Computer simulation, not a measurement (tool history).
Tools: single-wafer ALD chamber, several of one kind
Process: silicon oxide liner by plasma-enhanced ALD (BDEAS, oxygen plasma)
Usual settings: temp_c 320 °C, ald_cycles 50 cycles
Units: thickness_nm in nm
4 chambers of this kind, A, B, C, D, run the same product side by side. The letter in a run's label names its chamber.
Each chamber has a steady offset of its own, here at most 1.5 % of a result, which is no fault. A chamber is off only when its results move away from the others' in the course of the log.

run	day	temp_c	ald_cycles	hours since the last thermocouple change	read-back reference wafer on the same gauge, thickness_nm	thickness_nm
1C	0.533	320	50	15.3	5.3018	4.5932
2B	1.079	320	50	252	5.2993	4.5353
3D	1.375	320	50	467.4	5.3002	4.522
4A	1.633	320	50	1607.3	5.303	4.5157
5B	1.962	320	50	273.2	5.2998	4.5542
6A	2.346	311	50	1624.4	5.3023	4.5928
7C	2.621	311	50	65.4	5.2982	4.6502
8D	3.171	311	50	510.5	5.2964	4.5783
9C	3.729	311	50	92	5.2971	4.6302
10D	4.296	329	50	537.5	5.3002	4.4732
11A	4.546	329	50	1677.2	5.3022	4.4744
12B	4.862	329	50	342.8	5.2991	4.4777
13C	5.196	329	50	127.2	5.3029	4.5125
14D	5.575	320	50	568.2	5.2985	4.5456
15A	6.104	320	50	1714.6	5.3016	4.5326
16B	6.404	320	50	379.8	5.2999	4.5462
17D	6.912	310	41	600.3	5.2994	3.7611
18C	7.258	310	41	176.7	5.2997	3.8056
# day 7.571: chamber A: thermocouple changed; heater temperature recalibrated
19A	7.583	310	41	0.3	5.2993	3.7758
20B	7.996	310	41	418	5.3004	3.7752
21B	8.462	320	50	429.2	5.2994	4.5196
22A	8.942	320	50	32.9	5.3032	4.5396
23D	9.479	320	50	661.9	5.297	4.5227
24C	9.992	320	50	242.3	5.3027	4.5738
25B	10.271	320	50	472.6	5.2982	4.552
26C	10.792	320	50	261.5	5.3016	4.57
27A	11.308	320	44	89.7	5.3024	3.9882
28D	11.646	320	44	713.9	5.3012	3.97
29A	12.204	320	44	111.2	5.2979	3.9898
30D	12.483	320	44	734	5.2991	4.0011
31C	12.792	320	50	309.5	5.3018	4.5847
32B	13.329	320	50	546	5.301	4.536
33A	13.9	327	50	151.9	5.301	4.4985
34C	14.421	327	50	348.6	5.3016	4.5349
35B	14.8	327	50	581.3	5.2993	4.4873

All 4 chambers run these settings next. Forecast each chamber's results:
36A	15.208	320	50			?
36B	15.208	320	50			?
36C	15.208	320	50			?
36D	15.208	320	50			?

run	thickness_nm
36A	4.5238
36B	4.5179
36C	4.5813
36D	4.5241

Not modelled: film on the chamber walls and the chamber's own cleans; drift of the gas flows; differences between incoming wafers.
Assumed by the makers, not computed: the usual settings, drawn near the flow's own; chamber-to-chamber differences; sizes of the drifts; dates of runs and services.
